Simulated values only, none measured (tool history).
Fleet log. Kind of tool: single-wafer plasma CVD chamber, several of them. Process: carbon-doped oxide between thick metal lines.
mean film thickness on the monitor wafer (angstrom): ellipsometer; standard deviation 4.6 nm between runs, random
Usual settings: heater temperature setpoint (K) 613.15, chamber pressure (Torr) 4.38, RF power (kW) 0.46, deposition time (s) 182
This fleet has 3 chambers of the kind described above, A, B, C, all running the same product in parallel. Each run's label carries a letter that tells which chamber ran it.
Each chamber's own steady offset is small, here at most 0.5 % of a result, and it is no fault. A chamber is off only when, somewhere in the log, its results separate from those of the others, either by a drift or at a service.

run	hour	heater temperature setpoint (K)	chamber pressure (Torr)	RF power (kW)	deposition time (s)	read-back reference wafer on the same gauge, thickness_nm	mean film thickness on the monitor wafer (angstrom)
1B	12.9	613.15	4.38	0.46	182	1026.7	8706
2A	20.7	613.15	4.38	0.46	182	1027.1	8776.7
3C	33.2	613.15	4.38	0.46	182	1026.9	8763.7
4A	43.7	613.15	4.38	0.46	182	1027.8	8764
5B	54.9	613.15	4.38	0.46	182	1027.2	8746.6
6C	68	613.15	4.38	0.46	182	1027	8732.9
7C	81.3	613.15	4.38	0.46	182	1027.5	8756.7
8B	94.7	613.15	4.38	0.46	182	1028.2	8731.3
9A	109.4	613.15	4.38	0.46	182	1027.6	8762.3
10C	119.1	613.15	4.38	0.46	182	1028.2	8700.5
11B	130.3	613.15	4.38	0.46	182	1026.5	8762.9
12A	140.4	613.15	4.38	0.46	182	1026.1	8803.2
13A	147.7	607.15	4.38	0.46	151	1028.5	7379.2
14C	154.9	607.15	4.38	0.46	151	1026.5	7266.9
15B	171.2	607.15	4.38	0.46	151	1027.5	7416.4
16A	183.6	613.15	4.38	0.46	182	1027	8789.2
17C	197.5	613.15	4.38	0.46	182	1027.7	8599.8
18B	212.4	613.15	4.38	0.46	182	1026.5	8722.9
19B	227.3	613.15	4.38	0.505	182	1025.2	9187.6
20C	236.3	613.15	4.38	0.505	182	1027	8892.4
# hour 247: chamber A: capacitance manometer re-zeroed and calibrated
21A	248.4	613.15	4.38	0.505	182	1027.6	9335
22C	259.9	613.15	4.38	0.46	182	1027.5	8426.5
# hour 264: chamber B: RF generator calibrated
23B	271.1	613.15	4.38	0.46	182	1027.6	8685.3
24A	283.2	613.15	4.38	0.46	182	1028.8	8848.4
25A	291.5	613.15	4.38	0.46	182	1028	8797.6
26C	302.1	613.15	4.38	0.46	182	1027.8	8346.1
27B	318.5	613.15	4.38	0.46	182	1027.2	8642.7

Next, every chamber runs the same settings. What will each give?
28A	330.3	613.15	4.38	0.46	182		?
28B	330.3	613.15	4.38	0.46	182		?
28C	330.3	613.15	4.38	0.46	182		?

run	mean film thickness on the monitor wafer (angstrom)
28A	8832
28B	8703.2
28C	8293.4
